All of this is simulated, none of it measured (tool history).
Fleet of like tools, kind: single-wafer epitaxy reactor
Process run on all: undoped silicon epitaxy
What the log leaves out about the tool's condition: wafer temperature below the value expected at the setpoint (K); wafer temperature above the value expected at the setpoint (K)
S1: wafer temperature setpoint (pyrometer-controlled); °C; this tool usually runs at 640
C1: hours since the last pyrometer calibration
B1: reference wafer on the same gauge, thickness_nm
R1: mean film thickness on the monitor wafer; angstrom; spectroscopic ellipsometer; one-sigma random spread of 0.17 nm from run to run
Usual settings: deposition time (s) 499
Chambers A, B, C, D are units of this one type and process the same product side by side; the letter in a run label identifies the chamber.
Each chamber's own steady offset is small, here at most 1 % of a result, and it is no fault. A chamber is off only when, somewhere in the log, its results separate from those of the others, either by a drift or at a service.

{"run": "1D", "day": 0.529, "S1": 640, "deposition time (s)": 499, "C1": 295.0, "B1": 77.889, "R1": 675.87}
{"run": "2B", "day": 1.175, "S1": 640, "deposition time (s)": 499, "C1": 1192.8, "B1": 77.94, "R1": 678.2}
{"run": "3A", "day": 1.675, "S1": 640, "deposition time (s)": 499, "C1": 145.9, "B1": 77.896, "R1": 670.04}
{"run": "4C", "day": 2.042, "S1": 640, "deposition time (s)": 499, "C1": 1721.8, "B1": 77.929, "R1": 670.07}
{"run": "5C", "day": 2.388, "S1": 640, "deposition time (s)": 499, "C1": 1730.1, "B1": 77.86, "R1": 669.69}
{"run": "6A", "day": 2.867, "S1": 640, "deposition time (s)": 499, "C1": 174.5, "B1": 77.887, "R1": 671.03}
{"run": "7D", "day": 3.354, "S1": 640, "deposition time (s)": 499, "C1": 362.8, "B1": 77.898, "R1": 673.7}
{"run": "8B", "day": 3.908, "S1": 640, "deposition time (s)": 499, "C1": 1258.4, "B1": 77.859, "R1": 675.11}
{"run": "9B", "day": 4.196, "S1": 640, "deposition time (s)": 499, "C1": 1265.3, "B1": 77.936, "R1": 677.71}
{"run": "10C", "day": 4.838, "S1": 640, "deposition time (s)": 499, "C1": 1788.9, "B1": 77.882, "R1": 675.78}
{"run": "11D", "day": 5.433, "S1": 651, "deposition time (s)": 499, "C1": 412.7, "B1": 77.845, "R1": 861.81}
{"run": "12A", "day": 5.779, "S1": 651, "deposition time (s)": 499, "C1": 244.4, "B1": 77.9, "R1": 848.64}
{"run": "13A", "day": 6.392, "S1": 651, "deposition time (s)": 499, "C1": 259.1, "B1": 77.912, "R1": 851.56}
{"run": "14B", "day": 6.875, "S1": 651, "deposition time (s)": 499, "C1": 1329.6, "B1": 77.894, "R1": 860.06}
{"run": "15D", "day": 7.225, "S1": 640, "deposition time (s)": 499, "C1": 455.7, "B1": 77.877, "R1": 673.37}
{"run": "16C", "day": 7.788, "S1": 640, "deposition time (s)": 499, "C1": 1859.7, "B1": 77.936, "R1": 679.54}
{"run": "17A", "day": 8.212, "S1": 640, "deposition time (s)": 499, "C1": 302.8, "B1": 77.902, "R1": 667.87}
{"run": "18D", "day": 8.529, "S1": 640, "deposition time (s)": 499, "C1": 487.0, "B1": 77.937, "R1": 671.21}
{"run": "19B", "day": 8.829, "S1": 640, "deposition time (s)": 499, "C1": 1376.5, "B1": 77.947, "R1": 677.2}
{"run": "20C", "day": 9.192, "S1": 651, "deposition time (s)": 499, "C1": 1893.4, "B1": 77.857, "R1": 876.18}
{"day": 9.467, "done": "chamber B: pyrometer calibrated"}
{"run": "21A", "day": 9.662, "S1": 651, "deposition time (s)": 499, "C1": 337.6, "B1": 77.93, "R1": 854.83}
{"run": "22D", "day": 10.192, "S1": 651, "deposition time (s)": 499, "C1": 526.9, "B1": 77.861, "R1": 863.78}
{"run": "23B", "day": 10.825, "S1": 651, "deposition time (s)": 499, "C1": 32.7, "B1": 77.929, "R1": 860.83}
{"run": "24C", "day": 11.317, "S1": 640, "deposition time (s)": 499, "C1": 1944.4, "B1": 77.925, "R1": 686.8}
{"run": "25D", "day": 11.625, "S1": 640, "deposition time (s)": 499, "C1": 561.3, "B1": 77.913, "R1": 673.09}
{"run": "26B", "day": 12.096, "S1": 640, "deposition time (s)": 499, "C1": 63.2, "B1": 77.85, "R1": 678.4}
{"run": "27C", "day": 12.662, "S1": 640, "deposition time (s)": 404, "C1": 1976.7, "B1": 77.888, "R1": 558.75}
{"run": "28A", "day": 13.0, "S1": 640, "deposition time (s)": 404, "C1": 417.7, "B1": 77.926, "R1": 541.09}
{"run": "29C", "day": 13.646, "S1": 640, "deposition time (s)": 404, "C1": 2000.3, "B1": 77.912, "R1": 559.57}
{"run": "30A", "day": 14.246, "S1": 640, "deposition time (s)": 404, "C1": 447.6, "B1": 77.868, "R1": 543.74}
{"run": "31B", "day": 14.592, "S1": 647, "deposition time (s)": 499, "C1": 123.1, "B1": 77.912, "R1": 787.14}
{"run": "32D", "day": 15.071, "S1": 647, "deposition time (s)": 499, "C1": 644.0, "B1": 77.849, "R1": 792.91}
{"run": "33D", "day": 15.379, "S1": 647, "deposition time (s)": 499, "C1": 651.4, "B1": 77.909, "R1": 788.74}
{"run": "34C", "day": 16.004, "S1": 647, "deposition time (s)": 499, "C1": 2056.9, "B1": 77.855, "R1": 812.65}
{"run": "35B", "day": 16.525, "S1": 640, "deposition time (s)": 499, "C1": 169.5, "B1": 77.863, "R1": 677.76}
{"run": "36A", "day": 17.067, "S1": 640, "deposition time (s)": 499, "C1": 515.3, "B1": 77.944, "R1": 670.88}
{"run": "37A", "day": 17.7, "S1": 640, "deposition time (s)": 499, "C1": 530.5, "B1": 77.903, "R1": 669.07}

Decide between three cases: one chamber stands off from its peers, the gauge reading all wafers drifts, or nothing is wrong past each chamber's small offset. Where a chamber is off, say which and what most likely put it there.

Chamber C drifts away from the others.
What lies behind it: wafer temperature above the value expected at the setpoint (K) = 1.65.

Below are 4 candidate recipes for chamber C's next run, each the usual settings with a change, their results shown as question marks. Which of them brings C's results back in line with what the other chambers give on the usual settings?
In-line tolerance around the mean of the other chambers on the usual settings: R1 6.10 angstrom
{"run": "38C-1", "day": 18.179, "S1": 639, "deposition time (s)": 494, "R1": "?"}
{"run": "38C-2", "day": 18.179, "S1": 640, "deposition time (s)": 490, "R1": "?"}
{"run": "38C-3", "day": 18.179, "S1": 640, "deposition time (s)": 516, "R1": "?"}
{"run": "38C-4", "day": 18.179, "S1": 640, "deposition time (s)": 508, "R1": "?"}

On the usual settings, the other chambers give on average: R1 673.37 angstrom
run=38C-1 R1=674.94
run=38C-2 R1=684.74
run=38C-3 R1=721.07
run=38C-4 R1=709.89
With 38C-1, the chamber falls back in line with the rest.
